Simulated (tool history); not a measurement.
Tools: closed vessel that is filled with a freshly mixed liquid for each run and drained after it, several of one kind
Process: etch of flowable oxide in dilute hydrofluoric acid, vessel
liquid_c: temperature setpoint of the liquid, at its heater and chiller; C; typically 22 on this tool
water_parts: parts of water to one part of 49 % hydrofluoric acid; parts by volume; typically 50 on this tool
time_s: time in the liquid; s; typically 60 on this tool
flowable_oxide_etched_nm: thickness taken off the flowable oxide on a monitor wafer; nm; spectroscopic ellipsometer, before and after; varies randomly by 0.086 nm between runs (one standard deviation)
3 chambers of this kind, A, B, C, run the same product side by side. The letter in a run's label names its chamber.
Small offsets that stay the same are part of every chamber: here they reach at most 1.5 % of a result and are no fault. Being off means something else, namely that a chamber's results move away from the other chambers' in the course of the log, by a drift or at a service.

run,hour,liquid_c,water_parts,time_s,hours since the thermometer was replaced,hours since the hydrofluoric acid flow meter was replaced,"read-back film thickness of the flowable oxide reference wafer, read on the same gauge (nm)",flowable_oxide_etched_nm
1B,5.9,22,50,60,475.3,1022.3,50.001,28.366
2C,13.4,22,50,60,965.4,1750.7,49.971,28.213
3A,18.1,22,50,60,1624.7,889,50.015,28.746
4C,24.5,22,50,60,976.5,1761.8,49.983,28.046
5B,28.3,22,50,60,497.7,1044.7,49.976,28.195
6A,33.1,18.5,50,60,1639.7,904,49.993,24.744
7C,37.8,18.5,50,60,989.8,1775.1,49.999,24.295
8B,43.8,18.5,50,60,513.2,1060.2,49.984,24.249
9A,48.5,20,50,85,1655.1,919.4,49.995,37.164
10B,53.3,20,50,85,522.7,1069.7,49.985,36.834
11A,57.5,20,50,85,1664.1,928.4,50.027,37.434
12C,64.5,22,50,60,1016.5,1801.8,49.986,28.27
13C,69.9,22,50,60,1021.9,1807.2,49.984,27.998
14B,76.1,22,50,60,545.5,1092.5,50.012,28.242
15A,79.8,22,50,60,1686.4,950.7,50.021,28.792
16A,86.6,22,50,60,1693.2,957.5,50.023,28.62
17C,90.2,22,50,60,1042.2,1827.5,50.038,28.175
18B,96.7,22,50,60,566.1,1113.1,50.001,28.213
19C,102.5,22,50,60,1054.5,1839.8,50.018,28.037
20A,106.4,22,50,60,1713,977.3,50.019,28.736
21B,110.9,22,50,60,580.3,1127.3,49.992,28.112
22C,117.2,22,50,60,1069.2,1854.5,50.022,28.27
23B,124.2,22,50,60,593.6,1140.6,50.027,27.972
24A,130.8,22,50,60,1737.4,1001.7,50.014,28.648
25C,136.1,22,50,60,1088.1,1873.4,50.01,28.195
26A,142.1,22,50,60,1748.7,1013,50.02,28.654
27B,148.2,22,30,75,617.6,1164.6,49.976,58.66
28B,153.6,22,30,75,623,1170,49.989,58.923
29A,157,22,30,75,1763.6,1027.9,50.02,61.307
30C,163.7,22,50,60,1115.7,1901,50.004,28.189
31A,167,22,50,60,1773.6,1037.9,49.995,28.671
32C,170.3,25,70,60,1122.3,1907.6,50.003,22.148
33B,177.2,25,70,60,646.6,1193.6,49.988,21.725
34A,182.8,25,70,60,1789.4,1053.7,50.01,22.656
35C,186.8,22,50,60,1138.8,1924.1,49.994,28.273
36B,190.7,22,50,60,660.1,1207.1,50.012,27.479
37A,195.6,22,50,60,1802.2,1066.5,50.001,28.677
38C,198.9,22,70,60,1150.9,1936.2,49.998,19.671
39B,202.5,22,70,60,671.9,1218.9,49.997,19.108
40B,206.4,22,70,60,675.8,1222.8,49.995,19.028

The same settings go to every chamber for the next run, one line per chamber below. Forecast the results for each:
41A,211.8,26,50,60,,,,?
41B,211.8,26,50,60,,,,?
41C,211.8,26,50,60,,,,?

run,flowable_oxide_etched_nm
41A,33.898
41B,32.154
41C,33.255
